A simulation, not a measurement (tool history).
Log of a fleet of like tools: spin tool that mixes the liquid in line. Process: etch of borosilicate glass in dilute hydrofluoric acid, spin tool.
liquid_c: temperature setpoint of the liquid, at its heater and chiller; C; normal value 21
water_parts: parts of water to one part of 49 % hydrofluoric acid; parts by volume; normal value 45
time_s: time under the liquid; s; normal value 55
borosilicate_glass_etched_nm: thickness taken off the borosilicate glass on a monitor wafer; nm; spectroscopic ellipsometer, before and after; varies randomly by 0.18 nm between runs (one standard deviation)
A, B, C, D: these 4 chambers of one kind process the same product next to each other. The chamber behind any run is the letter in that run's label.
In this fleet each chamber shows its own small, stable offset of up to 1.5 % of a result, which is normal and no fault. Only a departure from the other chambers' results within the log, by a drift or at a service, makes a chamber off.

run	hour	liquid_c	water_parts	time_s	hours since the thermometer was replaced	hours since the hydrofluoric acid flow meter was replaced	read-back film thickness of the borosilicate glass reference wafer, read on the same gauge (nm)	borosilicate_glass_etched_nm
1B	6.7	21	45	55	204.3	533.7	49.968	33.824
2C	12.3	21	45	55	1323	399.3	50.012	33.515
3D	22.9	21	45	55	382.6	634.5	50.003	34.033
4A	33.2	21	45	55	2132	215.9	50.025	33.852
# hour 40.3: chamber C: hydrofluoric acid flow meter replaced
5A	41.2	24	25	55	2140	223.9	50.04	71.335
6D	48.1	24	25	55	407.8	659.7	49.995	70.091
7C	58.7	24	25	55	1369.4	18.4	49.945	69.117
8B	63.8	24	25	55	261.4	590.8	49.972	70.421
9D	71.2	21	45	55	430.9	682.8	49.994	33.855
10B	82	21	45	55	279.6	609	49.992	33.676
11C	90.1	17	45	35	1400.8	49.8	50.001	18.072
12A	100.3	17	45	35	2199.1	283	49.961	17.933
13A	106	17	45	35	2204.8	288.7	49.982	18.103
14D	110.9	17	45	35	470.6	722.5	50.001	18.175
15B	120.9	21	45	55	318.5	647.9	50.008	33.721
16C	126.8	21	45	55	1437.5	86.5	50.011	33.368
17C	134.2	21	45	55	1444.9	93.9	49.989	33.478
18B	141	18	30	55	338.6	668	49.999	45.433
19A	149.8	18	30	55	2248.6	332.5	49.987	45.381
20D	158.3	18	30	55	518	769.9	50.007	45.196
21A	167.2	18	30	55	2266	349.9	49.971	45.553
22B	174	21	45	55	371.6	701	49.965	33.769
23C	183.5	21	45	55	1494.2	143.2	50.026	33.596
24D	188.6	21	45	55	548.3	800.2	49.992	33.847
25C	195.7	21	45	55	1506.4	155.4	50.002	33.555
26D	205.2	25	45	55	564.9	816.8	49.988	40.259
27B	212.4	25	45	55	410	739.4	49.976	39.443
28A	217.3	25	45	55	2316.1	400	49.987	39.595
29D	228.3	25	45	55	588	839.9	50.024	40.187
30C	237.1	21	45	55	1547.8	196.8	50.015	33.307
31A	248	21	45	55	2346.8	430.7	50.033	33.703
32B	258.8	21	45	55	456.4	785.8	50	33.904
33A	264.9	21	45	55	2363.7	447.6	49.97	33.816
34D	274.2	21	45	55	633.9	885.8	49.957	33.82
35B	281.4	21	45	55	479	808.4	49.99	33.564
36C	290.6	21	45	55	1601.3	250.3	50.01	33.489
37A	301.4	21	45	55	2400.2	484.1	50.007	33.631
38C	310.6	21	45	55	1621.3	270.3	49.995	34.059
39B	317.7	21	45	55	515.3	844.7	49.985	33.983
40D	328.4	21	45	55	688.1	940	50.018	33.905

Which is it: a chamber that has drifted or been left off by a service, a gauge drift common to all chambers, or only each chamber's usual small offset? If a chamber is off, name it and its likeliest cause.

Beyond each chamber's small constant offset nothing stands out, and the gauge stays steady.
